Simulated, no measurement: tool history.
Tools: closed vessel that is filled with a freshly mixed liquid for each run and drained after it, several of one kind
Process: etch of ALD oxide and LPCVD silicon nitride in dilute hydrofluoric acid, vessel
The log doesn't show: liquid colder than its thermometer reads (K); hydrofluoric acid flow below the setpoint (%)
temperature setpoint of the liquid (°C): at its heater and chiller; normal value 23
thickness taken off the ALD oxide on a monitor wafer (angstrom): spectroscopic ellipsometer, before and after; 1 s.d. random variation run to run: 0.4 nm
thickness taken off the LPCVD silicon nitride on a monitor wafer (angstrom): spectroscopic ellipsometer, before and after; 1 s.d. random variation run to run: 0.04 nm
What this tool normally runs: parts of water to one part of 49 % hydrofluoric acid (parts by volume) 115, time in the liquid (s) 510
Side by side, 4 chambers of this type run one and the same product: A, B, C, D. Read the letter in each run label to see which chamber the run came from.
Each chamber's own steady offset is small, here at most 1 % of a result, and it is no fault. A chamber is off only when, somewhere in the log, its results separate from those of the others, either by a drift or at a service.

| run | day | temperature setpoint of the liquid (°C) | parts of water to one part of 49 % hydrofluoric acid (parts by volume) | time in the liquid (s) | hours since the thermometer was replaced | hours since the hydrofluoric acid flow meter was replaced | read-back film thickness of the ALD oxide reference wafer, read on the same gauge (nm) | read-back film thickness of the LPCVD silicon nitride reference wafer, read on the same gauge (nm) | thickness taken off the ALD oxide on a monitor wafer (angstrom) | thickness taken off the LPCVD silicon nitride on a monitor wafer (angstrom) |
|---|---|---|---|---|---|---|---|---|---|---|
| 1C | 0.154 | 23 | 115 | 510 | 27.5 | 417.7 | 130.01 | 130.01 | 398.82 | 18.607 |
| 2A | 0.429 | 23 | 115 | 510 | 1607.2 | 363.6 | 129.99 | 130.03 | 397.57 | 17.462 |
| 3D | 0.692 | 23 | 115 | 510 | 1263.5 | 999.6 | 130.01 | 130.01 | 417.24 | 17.519 |
| 4B | 0.838 | 23 | 115 | 510 | 1139.4 | 614.3 | 129.99 | 130.04 | 402.33 | 17.731 |
| 5B | 1.038 | 23 | 115 | 510 | 1144.2 | 619.1 | 130 | 129.99 | 407.78 | 17.947 |
| 6C | 1.254 | 23 | 115 | 510 | 53.9 | 444.1 | 130.02 | 129.99 | 408.05 | 17.98 |
| 7A | 1.392 | 23 | 115 | 510 | 1630.3 | 386.7 | 130.03 | 129.98 | 403.14 | 17.589 |
| 8D | 1.588 | 23 | 115 | 510 | 1285 | 1021.1 | 130.02 | 130.01 | 412.34 | 17.982 |
| 9B | 1.804 | 23 | 115 | 510 | 1162.6 | 637.5 | 130 | 130 | 414.77 | 17.732 |
| 10D | 1.983 | 23 | 115 | 510 | 1294.5 | 1030.6 | 130.01 | 129.98 | 411.98 | 17.799 |
| 11C | 2.112 | 25 | 115 | 510 | 74.5 | 464.7 | 129.99 | 130.04 | 442.45 | 20.219 |
| 12A | 2.338 | 25 | 115 | 510 | 1653 | 409.4 | 130 | 130.01 | 439.1 | 20.166 |
| 13B | 2.629 | 25 | 115 | 510 | 1182.4 | 657.3 | 130 | 130.03 | 445.17 | 20.044 |
| 14D | 2.917 | 25 | 115 | 510 | 1316.9 | 1053 | 130 | 130.03 | 438.57 | 20.13 |
| 15A | 3.067 | 23 | 115 | 510 | 1670.5 | 426.9 | 130.02 | 129.97 | 406.83 | 18.016 |
| 16C | 3.233 | 23 | 115 | 510 | 101.4 | 491.6 | 130 | 130 | 408.21 | 18.072 |
| 17D | 3.446 | 26 | 140 | 510 | 1329.6 | 1065.7 | 130.01 | 130 | 358.04 | 16.91 |
| 18B | 3.696 | 26 | 140 | 510 | 1208 | 682.9 | 129.98 | 130.02 | 365.73 | 17.242 |
| 19A | 3.829 | 26 | 140 | 510 | 1688.8 | 445.2 | 129.99 | 129.97 | 359.47 | 17.236 |
| 20C | 4.021 | 26 | 140 | 510 | 120.3 | 510.5 | 130.04 | 130 | 366.82 | 17.677 |
| 21B | 4.304 | 23 | 115 | 510 | 1222.6 | 697.5 | 130.01 | 130.01 | 408.57 | 18.717 |
| 22C | 4.462 | 23 | 115 | 510 | 130.9 | 521.1 | 129.97 | 129.99 | 408.93 | 17.965 |
| 23D | 4.667 | 23 | 115 | 510 | 1358.9 | 1095 | 130 | 129.96 | 398.67 | 16.648 |
| 24A | 4.938 | 23 | 115 | 510 | 1715.4 | 471.8 | 129.96 | 129.99 | 406.13 | 17.492 |
| 25C | 5.092 | 23 | 115 | 510 | 146 | 536.2 | 129.96 | 129.94 | 410.71 | 17.917 |
| 26D | 5.279 | 23 | 60 | 510 | 1373.6 | 1109.7 | 130 | 130.02 | 804.63 | 30.378 |
|  | 5.292 | chamber B: thermometer replaced |
| 27A | 5.488 | 23 | 60 | 510 | 1728.6 | 485 | 129.99 | 130.02 | 830.6 | 34.537 |
| 28B | 5.717 | 23 | 60 | 510 | 10.2 | 731.4 | 129.98 | 130.05 | 816.51 | 33.723 |
| 29A | 6.004 | 23 | 60 | 510 | 1741 | 497.4 | 129.99 | 129.97 | 831.13 | 33.418 |

Next, all 4 chambers run the settings below, one line each with question marks for the results. What does each chamber give?
| 30A | 6.217 | 23 | 65 | 510 |  |  |  |  | ? | ? |
| 30B | 6.217 | 23 | 65 | 510 |  |  |  |  | ? | ? |
| 30C | 6.217 | 23 | 65 | 510 |  |  |  |  | ? | ? |
| 30D | 6.217 | 23 | 65 | 510 |  |  |  |  | ? | ? |

| run | thickness taken off the ALD oxide on a monitor wafer (angstrom) | thickness taken off the LPCVD silicon nitride on a monitor wafer (angstrom) |
|---|---|---|
| 30A | 764.66 | 30.652 |
| 30B | 774.73 | 30.881 |
| 30C | 768.49 | 31.66 |
| 30D | 733.16 | 28.68 |
